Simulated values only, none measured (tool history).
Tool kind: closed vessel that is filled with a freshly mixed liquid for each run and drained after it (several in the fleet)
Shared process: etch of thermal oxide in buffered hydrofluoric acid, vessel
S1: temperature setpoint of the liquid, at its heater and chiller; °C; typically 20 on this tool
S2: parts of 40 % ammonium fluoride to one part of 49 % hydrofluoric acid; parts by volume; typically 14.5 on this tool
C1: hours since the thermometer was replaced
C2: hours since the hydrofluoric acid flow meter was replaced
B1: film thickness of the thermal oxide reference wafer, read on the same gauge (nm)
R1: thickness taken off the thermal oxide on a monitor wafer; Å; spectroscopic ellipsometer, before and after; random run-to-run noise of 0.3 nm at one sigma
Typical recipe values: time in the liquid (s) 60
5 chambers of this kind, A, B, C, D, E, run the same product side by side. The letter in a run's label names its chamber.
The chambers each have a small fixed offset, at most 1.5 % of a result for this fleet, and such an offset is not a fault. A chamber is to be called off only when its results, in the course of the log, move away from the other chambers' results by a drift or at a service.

{"run": "1B", "hour": 9.6, "S1": 20, "S2": 14.5, "time in the liquid (s)": 60, "C1": 1775.1, "C2": 1216.1, "B1": 59.993, "R1": 417.2}
{"run": "2E", "hour": 16.1, "S1": 20, "S2": 14.5, "time in the liquid (s)": 60, "C1": 68.6, "C2": 1139.4, "B1": 60.013, "R1": 415.11}
{"run": "3A", "hour": 22.0, "S1": 20, "S2": 14.5, "time in the liquid (s)": 60, "C1": 207.9, "C2": 764.1, "B1": 60.015, "R1": 423.4}
{"run": "4D", "hour": 33.2, "S1": 20, "S2": 14.5, "time in the liquid (s)": 60, "C1": 328.6, "C2": 372.2, "B1": 60.031, "R1": 422.32}
{"run": "5C", "hour": 44.6, "S1": 20, "S2": 14.5, "time in the liquid (s)": 60, "C1": 800.6, "C2": 527.3, "B1": 59.989, "R1": 417.9}
{"run": "6C", "hour": 55.8, "S1": 20, "S2": 14.5, "time in the liquid (s)": 60, "C1": 811.8, "C2": 538.5, "B1": 59.974, "R1": 420.05}
{"run": "7A", "hour": 65.1, "S1": 17, "S2": 14.5, "time in the liquid (s)": 40, "C1": 251, "C2": 807.2, "B1": 59.976, "R1": 236.2}
{"run": "8D", "hour": 76.7, "S1": 17, "S2": 14.5, "time in the liquid (s)": 40, "C1": 372.1, "C2": 415.7, "B1": 60.012, "R1": 239.07}
{"run": "9B", "hour": 85.4, "S1": 17, "S2": 14.5, "time in the liquid (s)": 40, "C1": 1850.9, "C2": 1291.9, "B1": 59.996, "R1": 232.08}
{"run": "10E", "hour": 94.9, "S1": 17, "S2": 14.5, "time in the liquid (s)": 40, "C1": 147.4, "C2": 1218.2, "B1": 60.002, "R1": 234.58}
{"hour": 103.0, "done": "chamber E: hydrofluoric acid flow meter replaced"}
{"run": "11E", "hour": 105.4, "S1": 17, "S2": 14.5, "time in the liquid (s)": 40, "C1": 157.9, "C2": 2.5, "B1": 59.999, "R1": 229.68}
{"run": "12A", "hour": 114.6, "S1": 20, "S2": 14.5, "time in the liquid (s)": 60, "C1": 300.5, "C2": 856.7, "B1": 59.975, "R1": 416.01}
{"run": "13C", "hour": 125.3, "S1": 20, "S2": 19.5, "time in the liquid (s)": 60, "C1": 881.3, "C2": 608, "B1": 60.023, "R1": 312.6}
{"hour": 132.5, "done": "chamber C: thermometer replaced"}
{"run": "14B", "hour": 132.6, "S1": 20, "S2": 19.5, "time in the liquid (s)": 60, "C1": 1898.1, "C2": 1339.1, "B1": 59.958, "R1": 312.43}
{"run": "15D", "hour": 139.6, "S1": 20, "S2": 19.5, "time in the liquid (s)": 60, "C1": 435, "C2": 478.6, "B1": 59.988, "R1": 317.9}
{"run": "16D", "hour": 147.2, "S1": 20, "S2": 19.5, "time in the liquid (s)": 60, "C1": 442.6, "C2": 486.2, "B1": 59.981, "R1": 317.64}
{"run": "17A", "hour": 153.7, "S1": 20, "S2": 19.5, "time in the liquid (s)": 60, "C1": 339.6, "C2": 895.8, "B1": 60.009, "R1": 311.66}
{"run": "18C", "hour": 165.5, "S1": 20, "S2": 14.5, "time in the liquid (s)": 60, "C1": 33, "C2": 648.2, "B1": 60.005, "R1": 414.38}
{"run": "19B", "hour": 175.7, "S1": 20, "S2": 14.5, "time in the liquid (s)": 60, "C1": 1941.2, "C2": 1382.2, "B1": 60.009, "R1": 418.76}
{"run": "20E", "hour": 185.2, "S1": 20, "S2": 14.5, "time in the liquid (s)": 60, "C1": 237.7, "C2": 82.3, "B1": 60.027, "R1": 414.35}
{"run": "21C", "hour": 193.1, "S1": 20, "S2": 14.5, "time in the liquid (s)": 60, "C1": 60.6, "C2": 675.8, "B1": 59.984, "R1": 417.12}
{"run": "22D", "hour": 199.2, "S1": 20, "S2": 9.5, "time in the liquid (s)": 60, "C1": 494.6, "C2": 538.2, "B1": 59.977, "R1": 622.65}
{"run": "23E", "hour": 205.2, "S1": 20, "S2": 9.5, "time in the liquid (s)": 60, "C1": 257.7, "C2": 102.3, "B1": 59.998, "R1": 622.12}
{"run": "24A", "hour": 215.5, "S1": 20, "S2": 9.5, "time in the liquid (s)": 60, "C1": 401.4, "C2": 957.6, "B1": 60.021, "R1": 610.45}
{"run": "25B", "hour": 221.3, "S1": 20, "S2": 9.5, "time in the liquid (s)": 60, "C1": 1986.8, "C2": 1427.8, "B1": 59.999, "R1": 620.71}
{"run": "26B", "hour": 231.3, "S1": 20, "S2": 9.5, "time in the liquid (s)": 60, "C1": 1996.8, "C2": 1437.8, "B1": 60.003, "R1": 615.89}
{"run": "27D", "hour": 241.9, "S1": 20, "S2": 14.5, "time in the liquid (s)": 60, "C1": 537.3, "C2": 580.9, "B1": 59.981, "R1": 420.31}
{"run": "28C", "hour": 250.2, "S1": 20, "S2": 14.5, "time in the liquid (s)": 60, "C1": 117.7, "C2": 732.9, "B1": 60.02, "R1": 419.17}
{"run": "29A", "hour": 260.7, "S1": 20, "S2": 14.5, "time in the liquid (s)": 60, "C1": 446.6, "C2": 1002.8, "B1": 60.003, "R1": 407.49}
{"run": "30E", "hour": 269.7, "S1": 20, "S2": 14.5, "time in the liquid (s)": 60, "C1": 322.2, "C2": 166.8, "B1": 59.999, "R1": 410.83}
{"run": "31D", "hour": 279.4, "S1": 20, "S2": 14.5, "time in the liquid (s)": 60, "C1": 574.8, "C2": 618.4, "B1": 59.995, "R1": 427.03}
{"run": "32B", "hour": 286.9, "S1": 20, "S2": 14.5, "time in the liquid (s)": 60, "C1": 2052.4, "C2": 1493.4, "B1": 60.006, "R1": 417.26}
{"run": "33C", "hour": 292.2, "S1": 20, "S2": 14.5, "time in the liquid (s)": 60, "C1": 159.7, "C2": 774.9, "B1": 60.023, "R1": 416.19}
{"run": "34E", "hour": 301.7, "S1": 20, "S2": 14.5, "time in the liquid (s)": 60, "C1": 354.2, "C2": 198.8, "B1": 60.042, "R1": 412.56}
{"run": "35A", "hour": 307.2, "S1": 20, "S2": 14.5, "time in the liquid (s)": 60, "C1": 493.1, "C2": 1049.3, "B1": 60.016, "R1": 400.9}

The same settings go to every chamber for the next run, one line per chamber below. Forecast the results for each:
{"run": "36A", "hour": 315.7, "S1": 20, "S2": 14.5, "time in the liquid (s)": 60, "R1": "?"}
{"run": "36B", "hour": 315.7, "S1": 20, "S2": 14.5, "time in the liquid (s)": 60, "R1": "?"}
{"run": "36C", "hour": 315.7, "S1": 20, "S2": 14.5, "time in the liquid (s)": 60, "R1": "?"}
{"run": "36D", "hour": 315.7, "S1": 20, "S2": 14.5, "time in the liquid (s)": 60, "R1": "?"}
{"run": "36E", "hour": 315.7, "S1": 20, "S2": 14.5, "time in the liquid (s)": 60, "R1": "?"}

run=36A R1=401.33
run=36B R1=412.77
run=36C R1=414.97
run=36D R1=430.07
run=36E R1=418.98

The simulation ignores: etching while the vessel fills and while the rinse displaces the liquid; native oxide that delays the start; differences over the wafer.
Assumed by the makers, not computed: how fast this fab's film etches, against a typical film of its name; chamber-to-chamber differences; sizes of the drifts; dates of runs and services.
